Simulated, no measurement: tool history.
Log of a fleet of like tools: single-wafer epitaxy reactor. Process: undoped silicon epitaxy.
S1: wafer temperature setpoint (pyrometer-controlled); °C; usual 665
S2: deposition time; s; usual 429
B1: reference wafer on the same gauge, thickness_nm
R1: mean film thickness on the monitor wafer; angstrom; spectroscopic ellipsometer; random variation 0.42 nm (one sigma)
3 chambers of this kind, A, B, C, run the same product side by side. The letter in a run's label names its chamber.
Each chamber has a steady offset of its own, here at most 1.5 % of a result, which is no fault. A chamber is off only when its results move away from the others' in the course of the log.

run,hour,S1,S2,B1,R1
1C,11.6,665,429,114.43,1009.60
2B,22.8,665,429,114.43,989.21
3A,32.5,665,429,114.49,1008.60
4A,38.6,665,429,114.42,992.19
5C,45.1,665,429,114.43,1009.20
6B,53.1,665,462,114.45,1059.40
7C,65.7,665,462,114.55,1078.10
8B,77.7,665,462,114.42,1063.40
9A,88.6,679,370,114.46,1154.70
10A,96.0,679,370,114.44,1149.00
11B,102.3,679,370,114.48,1134.60
12C,110.4,665,429,114.62,1011.70
13A,120.3,665,429,114.50,999.23
14B,131.9,665,429,114.48,982.67
15C,143.7,665,429,114.60,1003.20
16A,154.0,665,429,114.47,999.04
17B,165.2,665,429,114.44,983.86
18C,171.7,665,429,114.58,1012.80
19A,180.9,665,429,114.42,990.81
20B,189.5,665,429,114.29,985.92
21C,196.2,665,429,114.57,1003.90
22A,208.3,665,429,114.55,990.39
23B,220.3,665,429,114.45,983.66
24C,231.0,665,429,114.62,1007.50
25C,243.0,665,429,114.46,1011.60
26B,252.6,655,513,114.51,948.72
27A,259.4,655,513,114.37,949.40
28A,266.7,655,513,114.42,949.14
29C,273.8,665,429,114.49,999.09
30B,286.3,665,429,114.48,986.31
31C,295.0,665,429,114.56,1000.40
32B,304.5,665,429,114.55,981.80
33A,314.3,665,429,114.39,964.71
34A,322.6,665,429,114.51,965.01
35B,331.0,665,429,114.50,983.50
36C,337.9,665,429,114.40,1003.30

Is one chamber off against the others, does the gauge drift, or is nothing wrong? If a chamber is off, say which, and what the likeliest cause is.

Chamber A drifts away from the others.
Cause: wafer temperature below the value expected at the setpoint (K) = 2.05.

Here are 4 candidates for chamber A's next run, each the usual settings with a change, their results left as question marks. Which one brings its results back in line with what the others give on the usual settings?
In line means no further than this from the other chambers' mean on the usual settings: R1 15.00 angstrom
37A-1,347.3,667,437,,?
37A-2,347.3,664,425,,?
37A-3,347.3,666,433,,?
37A-4,347.3,662,429,,?

The other chambers' mean on the usual settings: R1 994.24 angstrom
run,R1
37A-1,1017.90
37A-2,929.93
37A-3,987.82
37A-4,900.15
37A-3 brings the chamber back in line.
